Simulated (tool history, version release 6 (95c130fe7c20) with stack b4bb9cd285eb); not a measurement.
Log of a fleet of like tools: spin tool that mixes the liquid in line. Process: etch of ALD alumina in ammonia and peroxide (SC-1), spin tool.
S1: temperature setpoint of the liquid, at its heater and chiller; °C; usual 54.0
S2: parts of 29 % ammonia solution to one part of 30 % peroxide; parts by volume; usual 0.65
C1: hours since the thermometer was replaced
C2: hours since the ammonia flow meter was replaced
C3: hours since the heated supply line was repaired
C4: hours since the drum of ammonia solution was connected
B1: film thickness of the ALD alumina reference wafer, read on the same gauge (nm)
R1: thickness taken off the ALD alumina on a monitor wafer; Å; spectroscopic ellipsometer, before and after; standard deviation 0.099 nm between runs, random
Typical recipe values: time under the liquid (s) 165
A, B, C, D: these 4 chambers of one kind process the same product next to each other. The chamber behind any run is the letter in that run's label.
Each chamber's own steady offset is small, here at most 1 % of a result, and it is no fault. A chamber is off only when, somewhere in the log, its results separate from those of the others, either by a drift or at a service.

run 1D hour=8.1 | S1=54.0 S2=0.65 time_under_the_liquid_(s)=165 | C1=1862.2 C2=991.9 C3=461.8 C4=743.0 | B1=150.00 | R1=138.40
run 2A hour=17.9 | S1=54.0 S2=0.65 time_under_the_liquid_(s)=165 | C1=230.5 C2=489.6 C3=620.9 C4=62.4 | B1=150.02 | R1=138.82
run 3B hour=26.9 | S1=54.0 S2=0.65 time_under_the_liquid_(s)=165 | C1=573.3 C2=1302.3 C3=1164.1 C4=434.4 | B1=149.97 | R1=138.75
run 4C hour=35.4 | S1=54.0 S2=0.65 time_under_the_liquid_(s)=165 | C1=289.4 C2=107.2 C3=726.1 C4=119.4 | B1=149.97 | R1=137.97
run 5A hour=47.4 | S1=54.0 S2=0.65 time_under_the_liquid_(s)=165 | C1=260.0 C2=519.1 C3=650.4 C4=91.9 | B1=150.02 | R1=137.76
-- hour=50.2 chamber D: new drum of ammonia solution connected
run 6D hour=54.3 | S1=54.0 S2=0.65 time_under_the_liquid_(s)=165 | C1=1908.4 C2=1038.1 C3=508.0 C4=4.1 | B1=149.97 | R1=140.19
run 7C hour=62.6 | S1=54.0 S2=0.65 time_under_the_liquid_(s)=165 | C1=316.6 C2=134.4 C3=753.3 C4=146.6 | B1=150.01 | R1=140.03
-- hour=70.7 chamber D: thermometer replaced
run 8B hour=76.1 | S1=54.0 S2=0.65 time_under_the_liquid_(s)=165 | C1=622.5 C2=1351.5 C3=1213.3 C4=483.6 | B1=150.00 | R1=139.71
run 9C hour=88.5 | S1=54.0 S2=0.65 time_under_the_liquid_(s)=165 | C1=342.5 C2=160.3 C3=779.2 C4=172.5 | B1=150.02 | R1=139.70
-- hour=100.0 chamber B: thermometer replaced
run 10B hour=102.7 | S1=54.0 S2=0.65 time_under_the_liquid_(s)=165 | C1=2.8 C2=1378.1 C3=1239.9 C4=510.2 | B1=149.98 | R1=140.43
run 11A hour=114.2 | S1=54.0 S2=0.65 time_under_the_liquid_(s)=165 | C1=326.8 C2=585.9 C3=717.2 C4=158.7 | B1=150.01 | R1=138.97
run 12D hour=124.3 | S1=54.0 S2=0.65 time_under_the_liquid_(s)=165 | C1=53.7 C2=1108.1 C3=578.0 C4=74.1 | B1=149.99 | R1=139.83
run 13C hour=137.7 | S1=54.0 S2=0.65 time_under_the_liquid_(s)=165 | C1=391.7 C2=209.5 C3=828.4 C4=221.7 | B1=149.99 | R1=138.80
run 14B hour=150.2 | S1=54.0 S2=0.65 time_under_the_liquid_(s)=165 | C1=50.3 C2=1425.6 C3=1287.4 C4=557.7 | B1=150.02 | R1=139.10
run 15D hour=158.0 | S1=54.0 S2=0.65 time_under_the_liquid_(s)=165 | C1=87.4 C2=1141.8 C3=611.7 C4=107.8 | B1=149.99 | R1=139.21
run 16A hour=170.7 | S1=54.0 S2=0.65 time_under_the_liquid_(s)=165 | C1=383.3 C2=642.4 C3=773.7 C4=215.2 | B1=149.99 | R1=136.45
run 17A hour=181.6 | S1=54.0 S2=0.65 time_under_the_liquid_(s)=165 | C1=394.2 C2=653.3 C3=784.6 C4=226.1 | B1=149.98 | R1=136.88
run 18C hour=190.3 | S1=54.0 S2=0.65 time_under_the_liquid_(s)=165 | C1=444.3 C2=262.1 C3=881.0 C4=274.3 | B1=150.00 | R1=139.85
run 19D hour=198.9 | S1=54.0 S2=0.65 time_under_the_liquid_(s)=165 | C1=128.3 C2=1182.7 C3=652.6 C4=148.7 | B1=150.01 | R1=139.36
run 20B hour=207.5 | S1=54.0 S2=0.65 time_under_the_liquid_(s)=165 | C1=107.6 C2=1482.9 C3=1344.7 C4=615.0 | B1=150.02 | R1=139.62
run 21D hour=216.0 | S1=54.0 S2=0.65 time_under_the_liquid_(s)=165 | C1=145.4 C2=1199.8 C3=669.7 C4=165.8 | B1=150.00 | R1=139.78
run 22C hour=225.4 | S1=59.5 S2=0.45 time_under_the_liquid_(s)=165 | C1=479.4 C2=297.2 C3=916.1 C4=309.4 | B1=150.01 | R1=178.16
run 23B hour=234.2 | S1=59.5 S2=0.45 time_under_the_liquid_(s)=165 | C1=134.3 C2=1509.6 C3=1371.4 C4=641.7 | B1=149.98 | R1=180.97
-- hour=243.9 chamber A: new drum of ammonia solution connected
run 24A hour=246.7 | S1=59.5 S2=0.45 time_under_the_liquid_(s)=165 | C1=459.3 C2=718.4 C3=849.7 C4=2.8 | B1=150.01 | R1=172.95
run 25B hour=257.3 | S1=59.5 S2=0.45 time_under_the_liquid_(s)=165 | C1=157.4 C2=1532.7 C3=1394.5 C4=664.8 | B1=149.96 | R1=181.59
run 26D hour=271.2 | S1=54.0 S2=0.65 time_under_the_liquid_(s)=165 | C1=200.6 C2=1255.0 C3=724.9 C4=221.0 | B1=150.00 | R1=137.65
run 27C hour=278.9 | S1=54.0 S2=0.65 time_under_the_liquid_(s)=165 | C1=532.9 C2=350.7 C3=969.6 C4=362.9 | B1=150.00 | R1=138.65
-- hour=280.2 chamber C: heated supply line repaired
run 28A hour=289.0 | S1=54.0 S2=0.65 time_under_the_liquid_(s)=165 | C1=501.6 C2=760.7 C3=892.0 C4=45.1 | B1=150.00 | R1=130.75
run 29C hour=304.3 | S1=54.0 S2=0.65 time_under_the_liquid_(s)=165 | C1=558.3 C2=376.1 C3=24.1 C4=388.3 | B1=149.99 | R1=138.46
run 30A hour=314.9 | S1=54.0 S2=0.65 time_under_the_liquid_(s)=165 | C1=527.5 C2=786.6 C3=917.9 C4=71.0 | B1=149.99 | R1=129.81
run 31B hour=325.7 | S1=54.0 S2=0.65 time_under_the_liquid_(s)=165 | C1=225.8 C2=1601.1 C3=1462.9 C4=733.2 | B1=150.04 | R1=139.17
run 32D hour=335.2 | S1=54.0 S2=0.65 time_under_the_liquid_(s)=165 | C1=264.6 C2=1319.0 C3=788.9 C4=285.0 | B1=150.03 | R1=137.96
run 33A hour=343.7 | S1=54.0 S2=0.65 time_under_the_liquid_(s)=165 | C1=556.3 C2=815.4 C3=946.7 C4=99.8 | B1=149.98 | R1=127.59
run 34B hour=351.2 | S1=54.0 S2=0.65 time_under_the_liquid_(s)=165 | C1=251.3 C2=1626.6 C3=1488.4 C4=758.7 | B1=149.99 | R1=141.22
run 35D hour=366.8 | S1=54.0 S2=0.65 time_under_the_liquid_(s)=165 | C1=296.2 C2=1350.6 C3=820.5 C4=316.6 | B1=150.02 | R1=139.89
run 36C hour=379.2 | S1=63.0 S2=0.65 time_under_the_liquid_(s)=135 | C1=633.2 C2=451.0 C3=99.0 C4=463.2 | B1=150.01 | R1=181.70

One chamber off, gauge drift, or nothing amiss beyond the chambers' own small offsets? If it is a chamber, which one, and what is the likeliest cause?

It is chamber A that slowly wanders off from its peers.
Cause: temperature lost on the way to the wafer (K) = 1.86.
With only this log, it may be confused with: liquid colder than its thermometer reads (K).

Here are 4 candidates for chamber A's next run, each the usual settings with a change, their results left as question marks. Which one brings its results back in line with what the others give on the usual settings?
Maximum distance from the other chambers' mean on the usual settings for a result to count as in line: R1 3.50 Å
run 37A-1 hour=390.4 | S1=54.0 S2=0.65 time_under_the_liquid_(s)=205 | R1=?
run 37A-2 hour=390.4 | S1=52.0 S2=0.65 time_under_the_liquid_(s)=165 | R1=?
run 37A-3 hour=390.4 | S1=52.5 S2=0.65 time_under_the_liquid_(s)=145 | R1=?
run 37A-4 hour=390.4 | S1=56.0 S2=0.65 time_under_the_liquid_(s)=165 | R1=?

Mean of the other chambers on the usual settings: R1 139.65 Å
run=37A-1 R1=155.92
run=37A-2 R1=112.34
run=37A-3 R1=101.52
run=37A-4 R1=139.97
The answer is 37A-4, which returns the chamber to within the allowed miss of the others.

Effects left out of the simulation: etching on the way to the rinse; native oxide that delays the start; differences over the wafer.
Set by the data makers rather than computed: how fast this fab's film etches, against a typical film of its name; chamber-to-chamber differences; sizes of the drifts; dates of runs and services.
